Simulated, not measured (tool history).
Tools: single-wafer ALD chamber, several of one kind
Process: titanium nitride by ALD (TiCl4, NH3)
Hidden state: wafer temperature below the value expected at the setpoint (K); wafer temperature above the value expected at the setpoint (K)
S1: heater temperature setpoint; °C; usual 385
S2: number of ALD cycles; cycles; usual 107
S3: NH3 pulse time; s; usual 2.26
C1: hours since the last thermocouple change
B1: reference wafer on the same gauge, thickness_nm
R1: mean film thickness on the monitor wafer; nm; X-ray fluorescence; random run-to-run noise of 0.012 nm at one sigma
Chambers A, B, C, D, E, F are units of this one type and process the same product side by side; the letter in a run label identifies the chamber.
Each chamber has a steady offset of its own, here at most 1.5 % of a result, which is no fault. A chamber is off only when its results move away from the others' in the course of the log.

run	hour	S1	S2	S3	C1	B1	R1
1B	3.4	385	107	2.26	570.9	2.2703	2.3409
2A	6.4	385	107	2.26	166.3	2.2706	2.3589
3E	11.1	385	107	2.26	1275.5	2.2673	2.3097
4F	15.8	385	107	2.26	294.1	2.2715	2.3253
5C	19.6	385	107	2.26	292.7	2.2706	2.3451
6D	22.8	385	107	2.26	2689.9	2.2704	2.3747
7B	25.2	385	107	2.26	592.7	2.2712	2.3742
8F	29	385	107	2.26	307.3	2.2708	2.3371
9A	33.6	385	93	2.26	193.5	2.2718	2.0325
10E	36.5	385	93	2.26	1300.9	2.2723	1.9984
11D	40.6	385	93	2.26	2707.7	2.2729	2.0573
12C	42.7	385	93	2.26	315.8	2.2668	2.0231
13F	45.7	385	93	2.26	324	2.269	2.0327
14B	50.1	385	93	2.26	617.6	2.2728	2.0421
15A	52.5	385	107	2.26	212.4	2.2725	2.345
16E	57.1	385	107	2.26	1321.5	2.2693	2.307
17C	59.4	385	107	2.26	332.5	2.2695	2.3322
18D	62	385	107	2.26	2729.1	2.2699	2.3778
19E	64.8	385	87	1.91	1329.2	2.2677	1.8632
20D	68.6	385	87	1.91	2735.7	2.2736	1.9176
21B	73.1	385	87	1.91	640.6	2.2704	1.9039
# hour 75.8: chamber D: thermocouple changed; heater temperature recalibrated
22F	76.7	385	87	1.91	355	2.2723	1.872
23A	79.3	385	87	1.91	239.2	2.2701	1.8852
24C	83.8	385	87	1.91	356.9	2.2675	1.8728
25B	87.8	385	107	2.26	655.3	2.2699	2.3604
26F	90.1	385	107	2.26	368.4	2.2679	2.3234
27C	94.1	385	107	2.26	367.2	2.2697	2.3376
28A	98.5	385	107	2.26	258.4	2.2703	2.3476
29D	101.4	385	107	2.26	25.6	2.2716	2.3663
30E	104.2	385	107	2.26	1368.6	2.2673	2.3132
31E	106.6	385	107	2.26	1371	2.2713	2.314
32B	110.1	385	107	2.26	677.6	2.2705	2.3406
33F	114.2	385	107	2.26	392.5	2.2677	2.3581
34A	116.8	385	107	2.26	276.7	2.2705	2.3287
35C	118.9	385	119	2.26	392	2.2701	2.6207
36D	123.3	385	119	2.26	47.5	2.269	2.6098
37A	126.5	385	119	2.26	286.4	2.2703	2.6152
38C	129.7	385	119	2.26	402.8	2.2682	2.5994
39E	132	385	119	2.26	1396.4	2.2695	2.5469
40D	136.4	385	119	2.26	60.6	2.2688	2.6457
41F	140.7	385	107	2.26	419	2.2686	2.3116
42B	144.5	385	107	2.81	712	2.2718	2.3873
43C	148.9	385	107	2.81	422	2.2676	2.3441
44E	153.3	385	107	2.81	1417.7	2.2664	2.3271

The same settings go to every chamber for the next run, one line per chamber below. Forecast the results for each:
45A	156.7	385	107	2.26			?
45B	156.7	385	107	2.26			?
45C	156.7	385	107	2.26			?
45D	156.7	385	107	2.26			?
45E	156.7	385	107	2.26			?
45F	156.7	385	107	2.26			?

run	R1
45A	2.3485
45B	2.3775
45C	2.3506
45D	2.3584
45E	2.2976
45F	2.334
